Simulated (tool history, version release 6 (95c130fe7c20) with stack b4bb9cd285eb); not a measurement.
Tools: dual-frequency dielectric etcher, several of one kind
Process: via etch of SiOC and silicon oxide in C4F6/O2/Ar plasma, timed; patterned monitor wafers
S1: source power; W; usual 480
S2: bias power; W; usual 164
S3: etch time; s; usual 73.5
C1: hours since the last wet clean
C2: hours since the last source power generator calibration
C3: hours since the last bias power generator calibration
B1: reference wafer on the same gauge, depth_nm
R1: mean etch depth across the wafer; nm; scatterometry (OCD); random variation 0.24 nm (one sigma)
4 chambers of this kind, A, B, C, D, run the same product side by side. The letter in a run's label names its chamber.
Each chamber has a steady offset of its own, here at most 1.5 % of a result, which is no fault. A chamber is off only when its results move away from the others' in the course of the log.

run 1D hour=5.3 | S1=480 S2=164 S3=73.5 | C1=418.4 C2=165.9 C3=2383.9 | B1=70.168 | R1=85.579
run 2C hour=9.5 | S1=480 S2=164 S3=73.5 | C1=428.2 C2=2729.6 C3=1950.1 | B1=70.147 | R1=86.601
run 3A hour=13.6 | S1=480 S2=164 S3=73.5 | C1=295.9 C2=1765.7 C3=2919.1 | B1=70.175 | R1=86.428
run 4B hour=19.2 | S1=480 S2=164 S3=73.5 | C1=537.1 C2=812.2 C3=88.7 | B1=70.210 | R1=87.030
run 5A hour=23.4 | S1=480 S2=164 S3=92.5 | C1=305.7 C2=1775.5 C3=2928.9 | B1=70.191 | R1=108.760
-- hour=23.9 chamber C: wet clean of the chamber
run 6C hour=27.5 | S1=480 S2=164 S3=92.5 | C1=3.6 C2=2747.6 C3=1968.1 | B1=70.194 | R1=109.360
run 7D hour=32.0 | S1=480 S2=164 S3=92.5 | C1=445.1 C2=192.6 C3=2410.6 | B1=70.199 | R1=107.700
run 8B hour=36.3 | S1=480 S2=164 S3=92.5 | C1=554.2 C2=829.3 C3=105.8 | B1=70.212 | R1=109.640
run 9D hour=42.1 | S1=480 S2=164 S3=73.5 | C1=455.2 C2=202.7 C3=2420.7 | B1=70.207 | R1=85.542
run 10A hour=46.1 | S1=480 S2=164 S3=73.5 | C1=328.4 C2=1798.2 C3=2951.6 | B1=70.196 | R1=86.564
run 11B hour=52.0 | S1=480 S2=164 S3=73.5 | C1=569.9 C2=845.0 C3=121.5 | B1=70.227 | R1=87.556
-- hour=54.3 chamber B: wet clean of the chamber
run 12C hour=56.6 | S1=480 S2=164 S3=73.5 | C1=32.7 C2=2776.7 C3=1997.2 | B1=70.245 | R1=86.810
run 13D hour=63.0 | S1=480 S2=164 S3=73.5 | C1=476.1 C2=223.6 C3=2441.6 | B1=70.188 | R1=85.241
run 14A hour=69.2 | S1=480 S2=164 S3=73.5 | C1=351.5 C2=1821.3 C3=2974.7 | B1=70.212 | R1=86.332
run 15C hour=72.4 | S1=480 S2=146 S3=73.5 | C1=48.5 C2=2792.5 C3=2013.0 | B1=70.198 | R1=84.312
run 16B hour=77.9 | S1=480 S2=146 S3=73.5 | C1=23.7 C2=870.9 C3=147.4 | B1=70.200 | R1=83.601
run 17C hour=84.5 | S1=480 S2=146 S3=73.5 | C1=60.6 C2=2804.6 C3=2025.1 | B1=70.220 | R1=83.977
run 18D hour=89.1 | S1=480 S2=146 S3=73.5 | C1=502.2 C2=249.7 C3=2467.7 | B1=70.229 | R1=82.221
run 19B hour=93.6 | S1=480 S2=164 S3=73.5 | C1=39.4 C2=886.6 C3=163.1 | B1=70.214 | R1=86.476
run 20A hour=100.0 | S1=390 S2=164 S3=73.5 | C1=382.3 C2=1852.1 C3=3005.5 | B1=70.235 | R1=79.920
run 21C hour=104.8 | S1=390 S2=164 S3=73.5 | C1=80.9 C2=2824.9 C3=2045.4 | B1=70.174 | R1=80.172
run 22B hour=109.6 | S1=390 S2=164 S3=73.5 | C1=55.4 C2=902.6 C3=179.1 | B1=70.217 | R1=80.169
run 23D hour=116.0 | S1=390 S2=164 S3=73.5 | C1=529.1 C2=276.6 C3=2494.6 | B1=70.187 | R1=78.743
run 24A hour=122.1 | S1=480 S2=164 S3=73.5 | C1=404.4 C2=1874.2 C3=3027.6 | B1=70.214 | R1=86.473
run 25A hour=125.6 | S1=480 S2=164 S3=73.5 | C1=407.9 C2=1877.7 C3=3031.1 | B1=70.197 | R1=86.156
run 26B hour=130.7 | S1=480 S2=164 S3=73.5 | C1=76.5 C2=923.7 C3=200.2 | B1=70.209 | R1=87.182
run 27D hour=135.6 | S1=480 S2=164 S3=73.5 | C1=548.7 C2=296.2 C3=2514.2 | B1=70.206 | R1=85.782
run 28C hour=141.7 | S1=480 S2=164 S3=73.5 | C1=117.8 C2=2861.8 C3=2082.3 | B1=70.176 | R1=87.006
run 29D hour=145.2 | S1=480 S2=164 S3=73.5 | C1=558.3 C2=305.8 C3=2523.8 | B1=70.177 | R1=85.372
run 30B hour=151.7 | S1=480 S2=164 S3=73.5 | C1=97.5 C2=944.7 C3=221.2 | B1=70.230 | R1=86.963

All 4 chambers run these settings next. Forecast each chamber's results:
run 31A hour=156.5 | S1=480 S2=194 S3=73.5 | R1=?
run 31B hour=156.5 | S1=480 S2=194 S3=73.5 | R1=?
run 31C hour=156.5 | S1=480 S2=194 S3=73.5 | R1=?
run 31D hour=156.5 | S1=480 S2=194 S3=73.5 | R1=?

run=31A R1=90.879
run=31B R1=91.796
run=31C R1=91.415
run=31D R1=89.783
